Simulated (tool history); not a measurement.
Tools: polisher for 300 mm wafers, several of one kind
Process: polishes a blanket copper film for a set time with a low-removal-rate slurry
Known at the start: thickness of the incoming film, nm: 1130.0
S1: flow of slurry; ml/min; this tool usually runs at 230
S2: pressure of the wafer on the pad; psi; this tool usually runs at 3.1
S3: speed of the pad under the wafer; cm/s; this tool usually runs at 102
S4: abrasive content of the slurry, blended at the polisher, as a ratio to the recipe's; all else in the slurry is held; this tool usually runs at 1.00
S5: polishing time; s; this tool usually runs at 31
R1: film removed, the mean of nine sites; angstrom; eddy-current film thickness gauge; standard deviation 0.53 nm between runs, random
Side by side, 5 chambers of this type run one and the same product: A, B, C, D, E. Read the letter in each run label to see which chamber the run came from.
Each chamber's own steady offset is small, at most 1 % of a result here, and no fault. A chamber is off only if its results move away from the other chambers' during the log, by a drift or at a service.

-- hour=5.7 chamber E: worn pad replaced by a new one
-- hour=5.9 chamber E: head pressure recalibrated
run 1A hour=7.3 | S1=230 S2=3.1 S3=102 S4=1.00 S5=31 | R1=806.84
-- hour=9.6 chamber D: worn pad replaced by a new one
run 2D hour=13.7 | S1=230 S2=3.1 S3=102 S4=1.00 S5=31 | R1=808.95
run 3B hour=19.4 | S1=230 S2=3.1 S3=102 S4=1.00 S5=31 | R1=822.30
run 4E hour=25.8 | S1=230 S2=3.1 S3=102 S4=1.00 S5=31 | R1=794.43
run 5C hour=30.2 | S1=230 S2=3.1 S3=102 S4=1.00 S5=31 | R1=813.54
run 6A hour=34.2 | S1=230 S2=3.1 S3=102 S4=1.00 S5=31 | R1=801.93
-- hour=35.0 chamber A: worn pad replaced by a new one
-- hour=38.6 chamber B: worn pad replaced by a new one
run 7B hour=41.5 | S1=230 S2=3.1 S3=102 S4=1.00 S5=31 | R1=807.43
run 8E hour=48.1 | S1=230 S2=3.1 S3=102 S4=1.00 S5=31 | R1=801.60
run 9C hour=55.3 | S1=230 S2=3.1 S3=102 S4=1.00 S5=31 | R1=811.39
run 10D hour=59.7 | S1=230 S2=3.1 S3=102 S4=1.00 S5=31 | R1=817.74
run 11A hour=65.2 | S1=230 S2=3.1 S3=102 S4=1.00 S5=31 | R1=804.57
-- hour=66.6 chamber E: worn pad replaced by a new one
-- hour=71.2 chamber B: slurry nozzle cleaned
run 12D hour=72.3 | S1=230 S2=3.1 S3=102 S4=1.00 S5=31 | R1=810.30
run 13E hour=75.9 | S1=230 S2=3.1 S3=102 S4=1.00 S5=31 | R1=809.18
-- hour=76.2 chamber D: worn pad replaced by a new one
run 14C hour=82.6 | S1=230 S2=3.1 S3=102 S4=1.00 S5=31 | R1=795.89
run 15B hour=86.6 | S1=230 S2=3.1 S3=102 S4=1.00 S5=31 | R1=804.35
run 16D hour=93.4 | S1=230 S2=3.1 S3=102 S4=1.00 S5=31 | R1=800.60
run 17E hour=98.7 | S1=230 S2=3.1 S3=102 S4=1.00 S5=31 | R1=812.16
-- hour=105.3 chamber B: worn pad replaced by a new one
run 18A hour=105.5 | S1=165 S2=3.1 S3=102 S4=0.75 S5=31 | R1=722.03
run 19B hour=111.2 | S1=165 S2=3.1 S3=102 S4=0.75 S5=31 | R1=728.39
run 20C hour=117.7 | S1=165 S2=3.1 S3=102 S4=0.75 S5=31 | R1=708.74
-- hour=124.2 chamber A: worn pad replaced by a new one
run 21A hour=124.9 | S1=165 S2=3.1 S3=102 S4=0.75 S5=31 | R1=722.81
run 22E hour=129.3 | S1=165 S2=3.1 S3=102 S4=0.75 S5=31 | R1=723.83
-- hour=134.4 chamber E: worn pad replaced by a new one
-- hour=135.8 chamber B: head pressure recalibrated
run 23D hour=136.5 | S1=230 S2=3.1 S3=102 S4=1.00 S5=31 | R1=813.33
run 24C hour=142.5 | S1=230 S2=3.1 S3=102 S4=1.00 S5=31 | R1=785.80
-- hour=145.5 chamber D: worn pad replaced by a new one
run 25B hour=148.1 | S1=230 S2=3.1 S3=102 S4=1.00 S5=31 | R1=818.48
run 26C hour=154.8 | S1=230 S2=2.5 S3=102 S4=1.00 S5=31 | R1=627.14
run 27A hour=161.8 | S1=230 S2=2.5 S3=102 S4=1.00 S5=31 | R1=647.99
-- hour=162.1 chamber B: worn pad replaced by a new one
-- hour=164.0 chamber E: slurry blender recalibrated
run 28E hour=165.9 | S1=230 S2=2.5 S3=102 S4=1.00 S5=31 | R1=652.13
run 29D hour=172.9 | S1=230 S2=2.5 S3=102 S4=1.00 S5=31 | R1=648.59
run 30B hour=178.6 | S1=230 S2=2.5 S3=102 S4=1.00 S5=31 | R1=655.83
run 31A hour=183.3 | S1=230 S2=3.1 S3=102 S4=1.00 S5=31 | R1=805.66
run 32C hour=190.0 | S1=230 S2=3.1 S3=102 S4=1.00 S5=31 | R1=767.85
-- hour=193.7 chamber E: worn pad replaced by a new one
run 33B hour=195.2 | S1=230 S2=3.1 S3=102 S4=1.00 S5=31 | R1=811.96
run 34E hour=199.1 | S1=230 S2=3.1 S3=102 S4=1.00 S5=31 | R1=810.39
run 35D hour=204.6 | S1=230 S2=3.1 S3=102 S4=1.00 S5=31 | R1=807.07
-- hour=210.8 chamber A: worn pad replaced by a new one
run 36E hour=211.7 | S1=230 S2=3.1 S3=102 S4=1.00 S5=31 | R1=799.85
-- hour=217.8 chamber D: worn pad replaced by a new one
run 37A hour=218.8 | S1=230 S2=2.2 S3=88 S4=1.00 S5=31 | R1=489.52
-- hour=225.0 chamber B: worn pad replaced by a new one
run 38B hour=226.1 | S1=230 S2=2.2 S3=88 S4=1.00 S5=31 | R1=500.84
run 39D hour=230.0 | S1=230 S2=2.2 S3=88 S4=1.00 S5=31 | R1=496.40
run 40C hour=233.5 | S1=230 S2=2.2 S3=88 S4=1.00 S5=31 | R1=465.80
run 41B hour=237.1 | S1=230 S2=2.2 S3=88 S4=1.00 S5=31 | R1=495.37
-- hour=244.6 chamber A: slurry blender recalibrated
run 42C hour=244.6 | S1=230 S2=3.1 S3=102 S4=1.00 S5=31 | R1=744.70
run 43A hour=248.8 | S1=230 S2=3.1 S3=102 S4=1.00 S5=31 | R1=807.31

All 5 chambers run these settings next. Forecast each chamber's results:
run 44A hour=254.3 | S1=230 S2=3.1 S3=134 S4=1.00 S5=31 | R1=?
run 44B hour=254.3 | S1=230 S2=3.1 S3=134 S4=1.00 S5=31 | R1=?
run 44C hour=254.3 | S1=230 S2=3.1 S3=134 S4=1.00 S5=31 | R1=?
run 44D hour=254.3 | S1=230 S2=3.1 S3=134 S4=1.00 S5=31 | R1=?
run 44E hour=254.3 | S1=230 S2=3.1 S3=134 S4=1.00 S5=31 | R1=?

run=44A R1=1068.60
run=44B R1=1078.70
run=44C R1=981.10
run=44D R1=1063.10
run=44E R1=1064.50
